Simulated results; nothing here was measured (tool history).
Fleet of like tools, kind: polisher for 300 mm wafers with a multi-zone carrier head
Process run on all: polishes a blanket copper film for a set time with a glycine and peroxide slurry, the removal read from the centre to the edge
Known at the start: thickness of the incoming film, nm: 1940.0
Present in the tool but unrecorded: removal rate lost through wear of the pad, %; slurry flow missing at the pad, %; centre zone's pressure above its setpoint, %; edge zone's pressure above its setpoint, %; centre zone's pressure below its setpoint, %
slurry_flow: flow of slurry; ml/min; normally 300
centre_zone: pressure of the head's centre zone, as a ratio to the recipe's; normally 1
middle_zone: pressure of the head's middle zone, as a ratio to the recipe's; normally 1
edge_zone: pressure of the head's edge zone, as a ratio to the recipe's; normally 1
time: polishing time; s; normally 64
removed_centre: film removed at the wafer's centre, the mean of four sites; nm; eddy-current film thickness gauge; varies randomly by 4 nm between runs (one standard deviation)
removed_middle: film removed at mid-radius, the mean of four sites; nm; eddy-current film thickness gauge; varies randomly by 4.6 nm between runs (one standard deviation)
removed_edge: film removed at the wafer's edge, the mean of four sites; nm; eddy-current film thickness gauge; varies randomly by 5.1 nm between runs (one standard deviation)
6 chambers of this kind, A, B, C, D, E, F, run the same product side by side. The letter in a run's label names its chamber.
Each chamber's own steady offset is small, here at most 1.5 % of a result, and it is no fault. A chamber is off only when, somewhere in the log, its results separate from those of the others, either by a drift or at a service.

run   hour  slurry_flow  centre_zone  middle_zone  edge_zone  time  wafers polished on this pad  hours since the slurry nozzle was cleaned  hours since the centre zone pressure was calibrated  hours since the edge zone pressure was calibrated  removed_centre  removed_middle  removed_edge
 1E    7.5          300            1            1          1    64                          358                                      830.3                                                430.5                                             1011.9          334.96          340.41        347.63
 2C     15          300            1            1          1    64                          512                                      647.8                                               1088.5                                              663.5           343.3          341.69         348.6
      16.9  -- chamber B: edge zone pressure recalibrated
 3F   30.8          300            1            1          1    64                          525                                         88                                                229.4                                              716.3           342.8          348.45        337.88
 4D   40.7          300            1            1          1    64                          512                                      326.3                                                497.9                                              628.4          346.26          349.38         345.2
 5A   48.1          300            1            1          1    64                         1063                                      431.2                                                728.1                                                260          343.69          341.51        351.28
      51.4  -- chamber C: centre zone pressure recalibrated
      57.8  -- chamber F: worn pad replaced by a new one
      58.7  -- chamber C: worn pad replaced by a new one
 6B     59          300            1            1          1    64                         1112                                       67.6                                                163.7                                               42.1          342.22          347.76        342.79
 7E   70.6          300            1            1          1    64                          693                                      893.4                                                493.6                                               1075          339.23          344.53         338.9
      73.3  -- chamber E: slurry nozzle cleaned
 8F   82.7          300            1            1          1    64                          132                                      139.9                                                281.3                                              768.2          341.31          345.73        334.23
 9D   92.8          300            1            1          1    64                          789                                      378.4                                                  550                                              680.5          340.09           341.7        340.44
      95.4  -- chamber A: worn pad replaced by a new one
      99.6  -- chamber B: worn pad replaced by a new one
10B  103.2          300            1            1          1    64                           19                                      111.8                                                207.9                                               86.3          345.97          341.33        345.75
11C  112.8          300            1            1          1    64                          288                                      745.6                                                 61.5                                              761.3          348.62          339.34        348.36
12A  128.9          300            1         1.04          1    64                          178                                        512                                                808.9                                              340.8          342.01          350.24        345.47
     134.4  -- chamber E: worn pad replaced by a new one
     136.4  -- chamber A: edge zone pressure recalibrated
13B  143.3          300            1         1.04          1    64                          232                                      151.9                                                  248                                              126.4          339.57          360.73        346.26
     149.7  -- chamber C: slurry nozzle cleaned
14D  159.2          300            1         1.04          1    64                         1143                                      444.8                                                616.4                                              746.9          344.25          354.17         343.6
     160.9  -- chamber D: worn pad replaced by a new one
15C  172.2          300            1         1.04          1    64                          604                                       22.6                                                120.9                                              820.7          345.08          361.89        335.75
16F  179.9          300            1         1.04          1    64                          649                                      237.1                                                378.5                                              865.4          342.42           350.5        342.56
     183.9  -- chamber D: centre zone pressure recalibrated
     184.4  -- chamber A: centre zone pressure recalibrated
     186.5  -- chamber F: worn pad replaced by a new one
17A  193.6          300            1         1.04          1    64                          522                                      576.7                                                  9.2                                               57.3           347.5          357.63        349.71
18E    205          300         0.91            1        0.9    64                          376                                      131.7                                                  628                                             1209.4          314.83          350.37        332.04
     211.8  -- chamber A: slurry nozzle cleaned
19E  214.1          300         0.91            1        0.9    64                          424                                      140.8                                                637.1                                             1218.5          311.34          343.43        332.34
     221.7  -- chamber F: centre zone pressure recalibrated
     222.5  -- chamber E: edge zone pressure recalibrated
     225.3  -- chamber C: worn pad replaced by a new one
20F  227.9          300         0.91            1        0.9    64                          220                                      285.1                                                  6.3                                              913.4          268.71          348.22        319.47
21D  235.3          300         0.91            1        0.9    64                          395                                      520.9                                                 51.5                                                823          307.31          354.66        321.27
22C  247.1          300         0.91            1        0.9    64                          116                                       97.5                                                195.8                                              895.6          309.75          338.97        318.41
23A  254.5          300         0.91            1        0.9    64                          846                                       42.7                                                 70.1                                              118.2          312.11          349.27        322.93
24B  263.1          300            1            1          1    64                          869                                      271.7                                                367.8                                              246.2           345.7          343.31        345.99
25C  277.5          300            1            1          1    64                          278                                      127.9                                                226.2                                                926           338.5          337.41        338.96
26F  288.4          300            1            1          1    64                          542                                      345.6                                                 66.8                                              973.9          298.19          347.09        343.93
27D  302.3          300            1            1          1    64                          752                                      587.9                                                118.5                                                890          345.63          351.47        343.86
     310.6  -- chamber E: worn pad replaced by a new one
     311.7  -- chamber F: edge zone pressure recalibrated
28B  312.8          300            1            1          1    64                         1134                                      321.4                                                417.5                                              295.9          348.45          347.44        338.68
     322.7  -- chamber D: slurry nozzle cleaned
     324.2  -- chamber B: worn pad replaced by a new one
     324.8  -- chamber F: slurry nozzle cleaned
29E  325.3          300            1            1          1    64                           78                                        252                                                748.3                                              102.9          346.19          340.61        345.85
30A  337.1          300            1            1          1    64                         1285                                      125.3                                                152.7                                              200.8          342.06           344.2        348.46
       339  -- chamber F: worn pad replaced by a new one
31D  344.5          240         1.09            1          1    64                          976                                       21.9                                                160.7                                              932.2          371.32           339.3        340.94
     348.6  -- chamber A: worn pad replaced by a new one
32F    356          240         1.09            1          1    64                           90                                       31.2                                                134.4                                               44.4          322.41          342.87        331.41
33C    370          240         1.09            1          1    64                          770                                      220.4                                                318.7                                             1018.5          361.21           336.3        338.18
34A  381.7          240         1.09            1          1    64                          176                                      169.9                                                197.3                                              245.4          376.77          328.05        338.93
35B  388.8          240         1.09            1          1    64                          343                                      397.4                                                493.5                                              371.9          364.88          327.32        328.38
36E  399.4          240         1.09            1          1    64                          472                                      326.1                                                822.4                                                177          369.11          333.42        331.12
       406  -- chamber B: edge zone pressure recalibrated
37B  412.4          300            1            1          1    64                          469                                        421                                                517.1                                                6.5          347.47          350.47        351.44

Read the log: is a single chamber off, either drifting away or since a service, is the gauge that measures every chamber drifting, or is nothing wrong beyond small per-chamber offsets? Name any odd chamber and what most likely caused it.

Chamber F has stood off from the others ever since a service on it.
Cause: centre zone's pressure below its setpoint, % = 11.3.

Chamber F could run next with any of the 4 candidate recipes listed below; each alters the usual settings, and their results appear as question marks. Which one brings its results back in line with what the other chambers deliver on the usual settings?
In-line tolerance around the mean of the other chambers on the usual settings: removed_centre 14 nm; removed_middle 16 nm; removed_edge 18 nm
38F-1  423.9          295          0.9         1.02       1.03    63                                                                                                                                                                                               ?               ?             ?
38F-2  423.9          310         1.16         0.97       0.95    66                                                                                                                                                                                               ?               ?             ?
38F-3  423.9          305          1.1         0.98       0.97    65                                                                                                                                                                                               ?               ?             ?
38F-4  423.9          290         0.86         1.03       1.04    62                                                                                                                                                                                               ?               ?             ?

The mean the other chambers reach with the usual settings: removed_centre 343.87 nm; removed_middle 344.73 nm; removed_edge 343.52 nm
  run  removed_centre  removed_middle  removed_edge
38F-1          263.07          345.83        341.39
38F-2          368.31          347.47        344.46
38F-3          341.41          344.94        342.43
38F-4          245.31          342.84        337.21
The right change is 38F-3: it brings the chamber back within the allowed miss of the others.
